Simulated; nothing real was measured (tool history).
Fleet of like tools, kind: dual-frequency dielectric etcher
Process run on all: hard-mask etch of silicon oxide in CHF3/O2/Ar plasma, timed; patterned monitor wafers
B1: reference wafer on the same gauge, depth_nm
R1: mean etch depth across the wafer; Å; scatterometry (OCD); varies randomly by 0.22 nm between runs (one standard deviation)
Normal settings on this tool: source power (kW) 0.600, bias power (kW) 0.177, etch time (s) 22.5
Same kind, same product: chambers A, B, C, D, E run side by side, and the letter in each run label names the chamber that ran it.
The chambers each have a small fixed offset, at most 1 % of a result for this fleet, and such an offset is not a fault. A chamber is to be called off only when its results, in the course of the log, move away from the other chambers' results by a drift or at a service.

{"hour": 0.3, "done": "chamber E: wet clean of the chamber"}
{"run": "1C", "hour": 7.9, "source power (kW)": 0.6, "bias power (kW)": 0.177, "etch time (s)": 22.5, "B1": 51.075, "R1": 437.22}
{"run": "2B", "hour": 12.7, "source power (kW)": 0.6, "bias power (kW)": 0.177, "etch time (s)": 22.5, "B1": 51.075, "R1": 444.65}
{"run": "3E", "hour": 17.6, "source power (kW)": 0.6, "bias power (kW)": 0.177, "etch time (s)": 22.5, "B1": 51.055, "R1": 443.68}
{"run": "4D", "hour": 24.8, "source power (kW)": 0.6, "bias power (kW)": 0.177, "etch time (s)": 22.5, "B1": 51.102, "R1": 443.97}
{"run": "5A", "hour": 32.7, "source power (kW)": 0.6, "bias power (kW)": 0.177, "etch time (s)": 22.5, "B1": 51.067, "R1": 441.82}
{"run": "6A", "hour": 38.8, "source power (kW)": 0.6, "bias power (kW)": 0.177, "etch time (s)": 22.5, "B1": 51.102, "R1": 445.95}
{"run": "7B", "hour": 44.8, "source power (kW)": 0.6, "bias power (kW)": 0.177, "etch time (s)": 22.5, "B1": 51.14, "R1": 442.35}
{"run": "8C", "hour": 49.5, "source power (kW)": 0.6, "bias power (kW)": 0.177, "etch time (s)": 22.5, "B1": 51.078, "R1": 439.03}
{"run": "9E", "hour": 55.3, "source power (kW)": 0.6, "bias power (kW)": 0.177, "etch time (s)": 22.5, "B1": 51.108, "R1": 441.82}
{"run": "10D", "hour": 61.8, "source power (kW)": 0.6, "bias power (kW)": 0.177, "etch time (s)": 22.5, "B1": 51.074, "R1": 446.93}
{"run": "11D", "hour": 65.5, "source power (kW)": 0.6, "bias power (kW)": 0.177, "etch time (s)": 22.5, "B1": 51.114, "R1": 441.39}
{"run": "12E", "hour": 72.4, "source power (kW)": 0.69, "bias power (kW)": 0.177, "etch time (s)": 22.5, "B1": 51.09, "R1": 464.19}
{"run": "13B", "hour": 77.0, "source power (kW)": 0.69, "bias power (kW)": 0.177, "etch time (s)": 22.5, "B1": 51.127, "R1": 467.46}
{"run": "14C", "hour": 83.0, "source power (kW)": 0.69, "bias power (kW)": 0.177, "etch time (s)": 22.5, "B1": 51.164, "R1": 459.41}
{"run": "15A", "hour": 87.9, "source power (kW)": 0.69, "bias power (kW)": 0.177, "etch time (s)": 22.5, "B1": 51.141, "R1": 472.64}
{"run": "16B", "hour": 93.0, "source power (kW)": 0.69, "bias power (kW)": 0.177, "etch time (s)": 22.5, "B1": 51.108, "R1": 463.75}
{"run": "17C", "hour": 98.9, "source power (kW)": 0.6, "bias power (kW)": 0.177, "etch time (s)": 22.5, "B1": 51.107, "R1": 435.38}
{"run": "18E", "hour": 105.1, "source power (kW)": 0.6, "bias power (kW)": 0.177, "etch time (s)": 22.5, "B1": 51.087, "R1": 439.86}
{"run": "19A", "hour": 108.8, "source power (kW)": 0.6, "bias power (kW)": 0.177, "etch time (s)": 22.5, "B1": 51.137, "R1": 452.9}
{"run": "20D", "hour": 113.8, "source power (kW)": 0.6, "bias power (kW)": 0.177, "etch time (s)": 22.5, "B1": 51.092, "R1": 444.19}
{"run": "21B", "hour": 118.9, "source power (kW)": 0.6, "bias power (kW)": 0.177, "etch time (s)": 22.5, "B1": 51.127, "R1": 440.43}
{"run": "22C", "hour": 124.0, "source power (kW)": 0.6, "bias power (kW)": 0.135, "etch time (s)": 22.5, "B1": 51.109, "R1": 402.33}
{"run": "23D", "hour": 130.5, "source power (kW)": 0.6, "bias power (kW)": 0.135, "etch time (s)": 22.5, "B1": 51.105, "R1": 406.36}
{"run": "24E", "hour": 136.5, "source power (kW)": 0.6, "bias power (kW)": 0.135, "etch time (s)": 22.5, "B1": 51.113, "R1": 402.8}
{"run": "25A", "hour": 140.3, "source power (kW)": 0.6, "bias power (kW)": 0.135, "etch time (s)": 22.5, "B1": 51.105, "R1": 412.91}
{"run": "26C", "hour": 144.8, "source power (kW)": 0.6, "bias power (kW)": 0.135, "etch time (s)": 22.5, "B1": 51.026, "R1": 399.17}
{"run": "27B", "hour": 150.6, "source power (kW)": 0.6, "bias power (kW)": 0.177, "etch time (s)": 22.5, "B1": 51.089, "R1": 442.58}
{"run": "28A", "hour": 157.6, "source power (kW)": 0.6, "bias power (kW)": 0.177, "etch time (s)": 22.5, "B1": 51.086, "R1": 452.68}
{"run": "29E", "hour": 162.9, "source power (kW)": 0.6, "bias power (kW)": 0.177, "etch time (s)": 22.5, "B1": 51.15, "R1": 440.99}
{"run": "30D", "hour": 168.8, "source power (kW)": 0.6, "bias power (kW)": 0.177, "etch time (s)": 22.5, "B1": 51.097, "R1": 448.22}
{"hour": 170.3, "done": "chamber D: wet clean of the chamber"}
{"run": "31D", "hour": 175.6, "source power (kW)": 0.6, "bias power (kW)": 0.177, "etch time (s)": 22.5, "B1": 51.12, "R1": 441.4}
{"run": "32C", "hour": 179.8, "source power (kW)": 0.6, "bias power (kW)": 0.177, "etch time (s)": 22.5, "B1": 51.09, "R1": 436.17}
{"hour": 181.8, "done": "chamber B: source power generator calibrated"}
{"run": "33E", "hour": 186.3, "source power (kW)": 0.6, "bias power (kW)": 0.177, "etch time (s)": 22.5, "B1": 51.119, "R1": 442.52}
{"run": "34A", "hour": 193.6, "source power (kW)": 0.6, "bias power (kW)": 0.177, "etch time (s)": 22.5, "B1": 51.043, "R1": 457.1}
{"run": "35B", "hour": 198.9, "source power (kW)": 0.66, "bias power (kW)": 0.177, "etch time (s)": 28.5, "B1": 51.184, "R1": 581.95}

Which is it: a chamber that has drifted or been left off by a service, a gauge drift common to all chambers, or only each chamber's usual small offset? If a chamber is off, name it and its likeliest cause.

Chamber A drifts away from the others.
Cause: etch rate over this chamber's usual, % = 4.19.

Here are 4 candidates for chamber A's next run, each the usual settings with a change, their results left as question marks. Which one brings its results back in line with what the others give on the usual settings?
In-line tolerance around the mean of the other chambers on the usual settings: R1 7.50 Å
{"run": "36A-1", "hour": 204.8, "source power (kW)": 0.6, "bias power (kW)": 0.174, "etch time (s)": 21.0, "R1": "?"}
{"run": "36A-2", "hour": 204.8, "source power (kW)": 0.61, "bias power (kW)": 0.179, "etch time (s)": 24.0, "R1": "?"}
{"run": "36A-3", "hour": 204.8, "source power (kW)": 0.57, "bias power (kW)": 0.169, "etch time (s)": 22.5, "R1": "?"}
{"run": "36A-4", "hour": 204.8, "source power (kW)": 0.63, "bias power (kW)": 0.185, "etch time (s)": 22.5, "R1": "?"}

The mean the other chambers reach with the usual settings: R1 441.77 Å
run=36A-1 R1=425.39
run=36A-2 R1=493.90
run=36A-3 R1=442.59
run=36A-4 R1=473.99
With 36A-3, the chamber falls back in line with the rest.
